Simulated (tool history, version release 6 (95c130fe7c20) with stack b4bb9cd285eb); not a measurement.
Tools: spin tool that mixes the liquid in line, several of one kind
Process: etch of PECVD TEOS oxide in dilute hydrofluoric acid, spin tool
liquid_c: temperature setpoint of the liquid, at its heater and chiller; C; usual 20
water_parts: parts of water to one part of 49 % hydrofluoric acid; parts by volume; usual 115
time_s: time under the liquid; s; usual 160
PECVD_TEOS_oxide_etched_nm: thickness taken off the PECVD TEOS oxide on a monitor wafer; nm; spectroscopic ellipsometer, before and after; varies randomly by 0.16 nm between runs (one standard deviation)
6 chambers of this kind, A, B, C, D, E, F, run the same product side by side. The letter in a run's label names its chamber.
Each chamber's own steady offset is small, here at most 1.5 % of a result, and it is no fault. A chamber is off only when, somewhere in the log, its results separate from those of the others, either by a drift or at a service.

run,hour,liquid_c,water_parts,time_s,hours since the thermometer was replaced,hours since the hydrofluoric acid flow meter was replaced,"read-back film thickness of the PECVD TEOS oxide reference wafer, read on the same gauge (nm)",PECVD_TEOS_oxide_etched_nm
# hour 1.4: chamber B: thermometer replaced
1E,13.5,20,115,160,2198.1,406.2,40.01,29.515
2C,27.9,20,115,160,533.8,1054.9,39.983,29.513
3A,38.1,20,115,160,159.5,509.4,39.984,29.402
4B,47.5,20,115,160,46.2,598,39.997,29.566
5D,61.3,20,115,160,1710.1,1091.8,39.993,29.428
6F,72.3,24,115,200,767.3,137.2,40.023,43.384
7B,81,24,115,200,79.7,631.5,40.017,43.626
8D,89.3,24,115,200,1738.1,1119.8,40.011,42.942
9C,103.9,24,115,200,609.8,1130.9,39.99,43.791
10F,115.6,24,115,200,810.6,180.5,40.003,43.506
# hour 126.2: chamber D: hydrofluoric acid flow meter replaced
11E,126.2,24,115,200,2310.8,518.9,40.017,43.524
12A,138.3,20,115,160,259.7,609.6,39.99,29.664
13A,145.8,20,115,160,267.2,617.1,40.03,29.282
14B,159,20,115,160,157.7,709.5,40.013,29.547
15E,166.4,20,115,160,2351,559.1,40.002,29.61
16D,179.1,20,115,160,1827.9,52.9,39.992,29.073
17C,192.2,20,115,160,698.1,1219.2,39.998,29.835
18F,202.8,20,115,160,897.8,267.7,39.993,29.268
19B,214.5,20,115,160,213.2,765,39.992,29.905
20E,224.8,20,115,160,2409.4,617.5,39.991,29.469
21A,238.8,20,115,160,360.2,710.1,40.002,29.433
22C,252.6,20,115,160,758.5,1279.6,40.013,29.659
# hour 257.6: chamber E: thermometer replaced
23D,262.9,20,115,160,1911.7,136.7,40.001,29.317
24F,269.6,20,115,160,964.6,334.5,40.003,29.547
25A,282.1,20,115,160,403.5,753.4,39.998,29.259
26F,289,20,115,160,984,353.9,39.992,29.402
27D,300.7,20,115,160,1949.5,174.5,39.978,29.285
28E,311.3,20,115,160,53.7,704,39.992,29.419
29B,320.5,20,115,160,319.2,871,40.006,29.815
30C,329,20,115,160,834.9,1356,39.993,29.536
31F,342.3,20,115,160,1037.3,407.2,39.985,29.511
32E,355.2,20,115,160,97.6,747.9,40.006,29.404
33C,368.5,20,115,160,874.4,1395.5,39.997,29.752
34D,383.2,20,115,160,2032,257,39.993,29.466
35A,390.1,20,115,160,511.5,861.4,40.019,29.563
36B,397.2,20,115,160,395.9,947.7,39.995,30.238

Has any chamber moved away from the others, gradually or after a service, or does the common gauge drift, or do the chambers differ only by their own small steady offsets? State the chamber and the most likely cause if one applies.

The fleet is healthy, with each chamber sitting at its usual small offset and no drift in the gauge.
